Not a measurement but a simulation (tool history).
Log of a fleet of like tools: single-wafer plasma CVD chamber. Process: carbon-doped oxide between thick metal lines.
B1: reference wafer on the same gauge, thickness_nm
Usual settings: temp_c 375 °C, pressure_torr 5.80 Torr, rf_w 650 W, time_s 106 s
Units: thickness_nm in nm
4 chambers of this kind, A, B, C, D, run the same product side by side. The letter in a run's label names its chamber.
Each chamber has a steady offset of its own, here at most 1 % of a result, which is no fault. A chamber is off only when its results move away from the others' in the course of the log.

{"hour": 3.9, "done": "chamber A: capacitance manometer re-zeroed and calibrated"}
{"run": "1C", "hour": 6.4, "temp_c": 375, "pressure_torr": 5.8, "rf_w": 650, "time_s": 106, "B1": 654.1, "thickness_nm": 605.56}
{"hour": 18.1, "done": "chamber C: thermocouple changed; heater temperature recalibrated"}
{"run": "2A", "hour": 18.1, "temp_c": 375, "pressure_torr": 5.8, "rf_w": 650, "time_s": 106, "B1": 653.86, "thickness_nm": 607.24}
{"run": "3B", "hour": 27.3, "temp_c": 375, "pressure_torr": 5.8, "rf_w": 650, "time_s": 106, "B1": 654.1, "thickness_nm": 604.25}
{"run": "4D", "hour": 39.5, "temp_c": 375, "pressure_torr": 5.8, "rf_w": 650, "time_s": 106, "B1": 653.96, "thickness_nm": 612.03}
{"run": "5A", "hour": 51.9, "temp_c": 375, "pressure_torr": 5.8, "rf_w": 650, "time_s": 106, "B1": 654.11, "thickness_nm": 608.5}
{"run": "6B", "hour": 59.5, "temp_c": 375, "pressure_torr": 5.8, "rf_w": 650, "time_s": 106, "B1": 653.97, "thickness_nm": 605.62}
{"run": "7D", "hour": 68.0, "temp_c": 375, "pressure_torr": 5.8, "rf_w": 650, "time_s": 106, "B1": 654.03, "thickness_nm": 607.06}
{"run": "8C", "hour": 75.8, "temp_c": 375, "pressure_torr": 5.8, "rf_w": 540, "time_s": 106, "B1": 654.07, "thickness_nm": 541.14}
{"run": "9B", "hour": 85.9, "temp_c": 375, "pressure_torr": 5.8, "rf_w": 540, "time_s": 106, "B1": 654.46, "thickness_nm": 540.9}
{"run": "10D", "hour": 96.9, "temp_c": 375, "pressure_torr": 5.8, "rf_w": 540, "time_s": 106, "B1": 653.96, "thickness_nm": 544.81}
{"run": "11A", "hour": 103.1, "temp_c": 375, "pressure_torr": 5.8, "rf_w": 540, "time_s": 106, "B1": 654.17, "thickness_nm": 537.55}
{"run": "12C", "hour": 109.5, "temp_c": 375, "pressure_torr": 5.8, "rf_w": 650, "time_s": 106, "B1": 653.98, "thickness_nm": 605.67}
{"run": "13B", "hour": 119.1, "temp_c": 375, "pressure_torr": 5.8, "rf_w": 650, "time_s": 114, "B1": 653.94, "thickness_nm": 651.79}
{"run": "14A", "hour": 128.4, "temp_c": 375, "pressure_torr": 5.8, "rf_w": 650, "time_s": 114, "B1": 654.14, "thickness_nm": 645.43}
{"run": "15C", "hour": 141.0, "temp_c": 375, "pressure_torr": 5.8, "rf_w": 650, "time_s": 114, "B1": 654.0, "thickness_nm": 650.94}
{"run": "16D", "hour": 149.9, "temp_c": 375, "pressure_torr": 5.8, "rf_w": 650, "time_s": 114, "B1": 653.88, "thickness_nm": 653.47}
{"run": "17D", "hour": 158.1, "temp_c": 375, "pressure_torr": 5.8, "rf_w": 650, "time_s": 106, "B1": 654.19, "thickness_nm": 611.33}
{"run": "18B", "hour": 170.1, "temp_c": 375, "pressure_torr": 5.8, "rf_w": 650, "time_s": 106, "B1": 653.9, "thickness_nm": 605.17}
{"run": "19A", "hour": 181.2, "temp_c": 375, "pressure_torr": 5.8, "rf_w": 650, "time_s": 106, "B1": 654.13, "thickness_nm": 596.95}
{"run": "20C", "hour": 190.3, "temp_c": 375, "pressure_torr": 5.8, "rf_w": 650, "time_s": 106, "B1": 654.05, "thickness_nm": 601.73}
{"run": "21B", "hour": 201.2, "temp_c": 375, "pressure_torr": 5.23, "rf_w": 775, "time_s": 106, "B1": 654.26, "thickness_nm": 661.24}
{"run": "22C", "hour": 209.5, "temp_c": 375, "pressure_torr": 5.23, "rf_w": 775, "time_s": 106, "B1": 654.24, "thickness_nm": 660.62}
{"run": "23D", "hour": 219.7, "temp_c": 375, "pressure_torr": 5.23, "rf_w": 775, "time_s": 106, "B1": 653.61, "thickness_nm": 667.71}
{"run": "24A", "hour": 226.0, "temp_c": 375, "pressure_torr": 5.23, "rf_w": 775, "time_s": 106, "B1": 654.13, "thickness_nm": 649.28}
{"run": "25D", "hour": 237.2, "temp_c": 375, "pressure_torr": 5.8, "rf_w": 650, "time_s": 106, "B1": 653.74, "thickness_nm": 610.41}
{"run": "26C", "hour": 244.0, "temp_c": 375, "pressure_torr": 5.8, "rf_w": 650, "time_s": 106, "B1": 653.92, "thickness_nm": 605.84}
{"run": "27A", "hour": 252.7, "temp_c": 375, "pressure_torr": 5.8, "rf_w": 650, "time_s": 106, "B1": 653.6, "thickness_nm": 592.12}

What goes on in this fleet: one chamber off, a drifting gauge, or nothing beyond the chambers' own small offsets? Name the chamber and the cause, if any.

Chamber A drifts away from the others.
Cause: delivered RF power below the setpoint (%) = 4.83.

Here are 4 candidates for chamber A's next run, each the usual settings with a change, their results left as question marks. Which one brings its results back in line with what the others give on the usual settings?
In line means no further than this from the other chambers' mean on the usual settings: thickness_nm 4.90 nm
{"run": "28A-1", "hour": 262.0, "temp_c": 375, "pressure_torr": 5.8, "rf_w": 655, "time_s": 107, "thickness_nm": "?"}
{"run": "28A-2", "hour": 262.0, "temp_c": 375, "pressure_torr": 5.83, "rf_w": 650, "time_s": 109, "thickness_nm": "?"}
{"run": "28A-3", "hour": 262.0, "temp_c": 381, "pressure_torr": 5.19, "rf_w": 650, "time_s": 106, "thickness_nm": "?"}
{"run": "28A-4", "hour": 262.0, "temp_c": 375, "pressure_torr": 5.8, "rf_w": 640, "time_s": 106, "thickness_nm": "?"}

The other chambers' mean on the usual settings: thickness_nm 606.64 nm
run=28A-1 thickness_nm=599.49
run=28A-2 thickness_nm=608.23
run=28A-3 thickness_nm=575.58
run=28A-4 thickness_nm=585.79
28A-2 brings the chamber back in line.

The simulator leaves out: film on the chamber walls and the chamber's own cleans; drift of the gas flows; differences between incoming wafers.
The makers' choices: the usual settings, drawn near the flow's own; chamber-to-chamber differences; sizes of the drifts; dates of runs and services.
